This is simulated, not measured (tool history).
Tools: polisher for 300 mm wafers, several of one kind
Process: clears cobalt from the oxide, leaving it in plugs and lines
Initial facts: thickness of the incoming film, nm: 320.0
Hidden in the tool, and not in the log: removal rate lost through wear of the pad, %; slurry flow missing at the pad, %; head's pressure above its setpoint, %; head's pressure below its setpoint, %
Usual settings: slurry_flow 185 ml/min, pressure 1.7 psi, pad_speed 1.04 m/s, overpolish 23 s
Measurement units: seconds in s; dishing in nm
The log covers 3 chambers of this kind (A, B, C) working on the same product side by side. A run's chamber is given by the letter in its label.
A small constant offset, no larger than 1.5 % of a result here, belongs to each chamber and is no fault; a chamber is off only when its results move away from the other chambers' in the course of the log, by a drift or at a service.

run   hour  slurry_flow  pressure  pad_speed  overpolish  wafers polished on this pad  hours since the slurry nozzle was cleaned  hours since the head pressure was calibrated  seconds  dishing
 1B    8.6          185       1.7       1.04          23                          680                                      198.5                                         266.4   69.134   28.626
 2C   21.5          185       1.7       1.04          23                          465                                       52.5                                         362.2   69.710   28.975
 3A   37.1          185       1.7       1.04          23                          324                                      183.8                                         926.5   69.733   28.770
 4B   50.3          185       1.7       1.04          23                          995                                      240.2                                         308.1   69.896   28.308
 5A   57.6          185       1.7       1.04          23                          479                                      204.3                                         947.0   69.955   29.426
 6C   65.0          185       1.7       1.20          13                          794                                       96.0                                         405.7   59.692   26.976
 7B   72.6          185       1.7       1.20          13                         1163                                      262.5                                         330.4   60.288   26.766
 8A   88.4          185       1.7       1.20          13                          711                                      235.1                                         977.8   60.501   26.057
      90.0  -- chamber B: worn pad replaced by a new one
      90.9  -- chamber B: head pressure recalibrated
      92.3  -- chamber C: worn pad replaced by a new one
 9C   95.7          185       1.7       1.04          23                           26                                      126.7                                         436.4   70.013   28.970
10C  103.8          185       1.7       1.04          23                           87                                      134.8                                         444.5   71.153   29.848
11A  117.5          185       1.7       1.04          23                          931                                      264.2                                        1006.9   67.994   29.056
     119.1  -- chamber A: worn pad replaced by a new one
12B  124.7          185       1.7       1.04          32                          262                                      314.6                                          33.8   70.305   29.547
13C  136.1          185       1.7       1.04          32                          331                                      167.1                                         476.8   70.232   30.361
14B  147.3          185       1.7       1.04          32                          433                                      337.2                                          56.4   69.510   28.989
     147.9  -- chamber C: head pressure recalibrated
15A  162.3          185       1.7       1.04          23                          327                                      309.0                                        1051.7   70.105   28.870
     163.4  -- chamber A: head pressure recalibrated
16C  171.7          185       1.7       1.04          23                          600                                      202.7                                          23.8   67.500   28.777
17A  179.7          185       1.7       1.04          23                          458                                      326.4                                          16.3   69.411   28.259
18B  195.3          185       1.7       1.04          23                          796                                      385.2                                         104.4   70.951   28.918
19C  202.3          185       1.7       1.04          23                          832                                      233.3                                          54.4   68.743   29.505
     212.9  -- chamber C: worn pad replaced by a new one
20B  216.0          185       1.7       1.14          29                          952                                      405.9                                         125.1   64.274   29.699
21A  230.5          185       1.7       1.14          29                          842                                      377.2                                          67.1   62.143   29.725
22B  244.9          185       1.7       1.14          29                         1171                                      434.8                                         154.0   63.247   29.872
23C  259.5          185       1.7       1.04          23                          352                                      290.5                                         111.6   69.671   28.470

Predict what each chamber gives when all 3 of them run the settings below next.
24A  270.8          185       1.7       1.04          23                                                                                                                              ?        ?
24B  270.8          185       1.7       1.04          23                                                                                                                              ?        ?
24C  270.8          185       1.7       1.04          23                                                                                                                              ?        ?

run  seconds  dishing
24A   70.489   28.542
24B   68.436   28.515
24C   68.853   29.715

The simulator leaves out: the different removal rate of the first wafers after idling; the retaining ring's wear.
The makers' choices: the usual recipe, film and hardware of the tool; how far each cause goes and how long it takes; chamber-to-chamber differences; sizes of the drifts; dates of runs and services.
